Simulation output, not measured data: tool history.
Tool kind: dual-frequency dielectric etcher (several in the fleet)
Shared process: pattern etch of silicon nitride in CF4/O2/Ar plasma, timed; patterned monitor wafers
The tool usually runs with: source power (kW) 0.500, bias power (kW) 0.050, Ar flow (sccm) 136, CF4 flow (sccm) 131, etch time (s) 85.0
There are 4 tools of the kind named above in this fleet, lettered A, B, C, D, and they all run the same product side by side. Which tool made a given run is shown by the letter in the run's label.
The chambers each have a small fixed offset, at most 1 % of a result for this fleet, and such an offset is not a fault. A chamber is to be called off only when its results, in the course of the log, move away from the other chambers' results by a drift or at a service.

run,hour,source power (kW),bias power (kW),Ar flow (sccm),CF4 flow (sccm),etch time (s),hours since the last wet clean,hours since the last source power generator calibration,hours since the last bias power generator calibration,hours since the last Ar flow controller change,hours since the last CF4 flow controller change,"read-back reference wafer on the same gauge, depth_nm",mean etch depth across the wafer (nm)
# hour 3.1: chamber A: bias power generator calibrated
1A,5.5,0.500,0.050,136,131,85.0,414.2,1240.3,2.5,1596.2,967.7,128.98,160.56
2B,14.4,0.500,0.050,136,131,85.0,484.0,3299.1,1638.4,2219.7,1158.4,128.91,162.42
3C,19.3,0.500,0.050,136,131,85.0,456.0,1588.5,1805.6,381.4,1519.8,128.92,160.84
# hour 26.8: chamber B: Ar flow controller replaced
# hour 26.8: chamber C: wet clean of the chamber
4D,27.8,0.500,0.050,136,131,85.0,73.2,3151.9,1351.1,3786.4,689.0,128.87,161.53
5B,36.5,0.500,0.050,136,131,85.0,506.1,3321.2,1660.5,9.8,1180.5,128.85,161.82
6D,41.1,0.500,0.050,136,131,85.0,86.5,3165.2,1364.4,3799.7,702.3,128.85,160.98
7A,45.7,0.500,0.050,136,131,85.0,454.4,1280.5,42.7,1636.4,1007.9,128.82,160.97
8C,52.9,0.500,0.050,136,131,85.0,26.1,1622.1,1839.2,415.0,1553.4,128.82,160.86
# hour 61.5: chamber A: wet clean of the chamber
9A,62.7,0.500,0.050,136,131,85.0,1.3,1297.5,59.7,1653.4,1024.9,128.75,160.86
10C,71.8,0.500,0.050,136,131,85.0,45.0,1641.0,1858.1,433.9,1572.3,128.72,160.86
# hour 77.9: chamber B: wet clean of the chamber
11D,80.4,0.500,0.050,136,131,85.0,125.8,3204.5,1403.7,3839.0,741.6,128.67,160.59
12B,85.7,0.500,0.050,136,131,85.0,7.9,3370.4,1709.7,59.0,1229.7,128.72,161.71
13D,94.8,0.500,0.050,136,131,85.0,140.2,3218.9,1418.1,3853.4,756.0,128.60,160.44
14C,104.0,0.500,0.050,136,131,85.0,77.2,1673.2,1890.3,466.1,1604.5,128.59,160.85
15A,109.0,0.500,0.050,136,131,85.0,47.6,1343.8,106.0,1699.7,1071.2,128.57,160.96
16B,116.4,0.500,0.050,136,131,85.0,38.6,3401.1,1740.4,89.7,1260.4,128.54,161.87
17A,121.8,0.500,0.050,136,131,105.5,60.4,1356.6,118.8,1712.5,1084.0,128.54,199.09
18C,131.3,0.500,0.050,136,131,105.5,104.5,1700.5,1917.6,493.4,1631.8,128.45,199.04
19D,139.2,0.500,0.050,136,131,105.5,184.6,3263.3,1462.5,3897.8,800.4,128.44,199.21
20B,146.0,0.500,0.050,136,131,105.5,68.2,3430.7,1770.0,119.3,1290.0,128.43,200.38
21C,151.0,0.500,0.050,136,131,85.0,124.2,1720.2,1937.3,513.1,1651.5,128.39,160.29
22D,157.4,0.500,0.050,136,131,85.0,202.8,3281.5,1480.7,3916.0,818.6,128.33,160.67
23B,165.2,0.500,0.050,136,131,85.0,87.4,3449.9,1789.2,138.5,1309.2,128.33,161.68
24A,172.5,0.500,0.050,136,131,85.0,111.1,1407.3,169.5,1763.2,1134.7,128.34,160.21

Does one chamber stand apart from the rest, does the shared gauge drift, or is all well apart from small per-chamber offsets? Give the chamber and the most likely cause, where there is one.

The gauge drifts, so all chambers seem to drift together. No chamber is off.
What lies behind it: gauge reads low (%) = 0.569.

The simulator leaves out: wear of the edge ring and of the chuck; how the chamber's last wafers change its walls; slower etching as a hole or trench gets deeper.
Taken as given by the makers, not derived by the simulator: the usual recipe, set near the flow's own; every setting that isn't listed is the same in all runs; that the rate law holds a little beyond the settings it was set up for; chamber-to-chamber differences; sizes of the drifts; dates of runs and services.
